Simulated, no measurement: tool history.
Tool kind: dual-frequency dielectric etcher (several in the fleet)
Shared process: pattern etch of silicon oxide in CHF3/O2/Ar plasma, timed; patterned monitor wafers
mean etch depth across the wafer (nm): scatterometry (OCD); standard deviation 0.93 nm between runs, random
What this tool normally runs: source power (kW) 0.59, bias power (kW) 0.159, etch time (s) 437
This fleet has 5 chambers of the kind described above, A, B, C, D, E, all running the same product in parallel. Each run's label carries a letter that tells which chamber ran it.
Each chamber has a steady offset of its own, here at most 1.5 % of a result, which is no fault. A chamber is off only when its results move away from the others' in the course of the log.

run,day,source power (kW),bias power (kW),etch time (s),hours since the last wet clean,hours since the last source power generator calibration,hours since the last bias power generator calibration,"read-back reference wafer on the same gauge, depth_nm",mean etch depth across the wafer (nm)
1C,0.179,0.59,0.159,437,428.3,1722.8,2093.3,739.94,822.79
2E,0.379,0.59,0.159,437,305.8,570,2302.8,739.73,818.17
3A,0.633,0.59,0.159,437,343.9,592.9,902.3,739.7,822.45
4D,0.792,0.59,0.159,437,446.6,1333.8,1972.8,739.77,816.23
5B,1.05,0.59,0.159,437,79.1,1828.9,1771.4,739.58,817.06
6B,1.354,0.59,0.159,437,86.4,1836.2,1778.7,739.17,820.76
7E,1.717,0.59,0.159,437,337.9,602.1,2334.9,739.42,815.84
8C,2,0.59,0.159,437,472,1766.5,2137,739.45,820.75
9A,2.221,0.59,0.159,437,382,631,940.4,739.38,821.12
10D,2.567,0.59,0.159,437,489.2,1376.4,2015.4,738.96,813.53
11C,2.883,0.59,0.159,437,493.2,1787.7,2158.2,739.27,819.35
12E,3.05,0.59,0.159,437,369.9,634.1,2366.9,739.1,816.16
13B,3.3,0.59,0.159,437,133.1,1882.9,1825.4,738.96,819.44
14A,3.554,0.59,0.159,437,414,663,972.4,738.72,820.68
15D,3.883,0.59,0.159,437,520.8,1408,2047,738.5,813.9
16E,4.212,0.59,0.159,437,397.8,662,2394.8,738.57,814.9
17C,4.479,0.59,0.159,437,531.5,1826,2196.5,738.53,819.71
18A,4.742,0.59,0.159,437,442.5,691.5,1000.9,738.28,820.63
19B,5,0.59,0.159,437,173.9,1923.7,1866.2,738.19,818.09
20D,5.346,0.59,0.159,437,555.9,1443.1,2082.1,737.98,812.62
21E,5.671,0.59,0.159,437,432.8,697,2429.8,738.03,814.17
22B,5.896,0.59,0.159,437,195.4,1945.2,1887.7,737.74,816.3
23A,6.058,0.59,0.159,437,474.1,723.1,1032.5,737.84,820.21
24D,6.346,0.59,0.159,437,579.9,1467.1,2106.1,737.82,812.68
# day 6.592: chamber C: wet clean of the chamber
25C,6.633,0.59,0.159,437,1,1877.7,2248.2,737.78,820.91
26B,6.788,0.59,0.159,437,216.8,1966.6,1909.1,737.85,816.46
27E,7.133,0.59,0.159,437,467.9,732.1,2464.9,737.64,812.36
28A,7.35,0.59,0.159,437,505.1,754.1,1063.5,737.68,819.69
29C,7.542,0.59,0.159,437,22.8,1899.5,2270,737.26,821
30D,7.829,0.59,0.159,437,615.5,1502.7,2141.7,737.37,812.22
# day 7.938: chamber B: source power generator calibrated
31D,8.058,0.59,0.159,437,621,1508.2,2147.2,737.28,812.62
32A,8.242,0.59,0.159,437,526.5,775.5,1084.9,737.16,819.64
33E,8.488,0.59,0.159,437,500.4,764.6,2497.4,737.08,815.03
34C,8.725,0.59,0.159,437,51.2,1927.9,2298.4,736.92,817.39
35B,8.971,0.59,0.159,376,269.2,24.8,1961.5,736.9,701.89
36A,9.158,0.59,0.159,376,548.5,797.5,1106.9,736.82,704.22
37B,9.342,0.59,0.159,376,278.1,33.7,1970.4,736.85,701.71
38D,9.588,0.59,0.159,376,657.7,1544.9,2183.9,736.57,696.13
39C,9.867,0.59,0.159,376,78.6,1955.3,2325.8,736.8,704.73

All chambers now run identical settings, listed one chamber a line with results as question marks. What results will each chamber show?
40A,10.125,0.59,0.159,437,,,,,?
40B,10.125,0.59,0.159,437,,,,,?
40C,10.125,0.59,0.159,437,,,,,?
40D,10.125,0.59,0.159,437,,,,,?
40E,10.125,0.59,0.159,437,,,,,?

run,mean etch depth across the wafer (nm)
40A,819.2
40B,815.99
40C,817.56
40D,811.32
40E,813.07
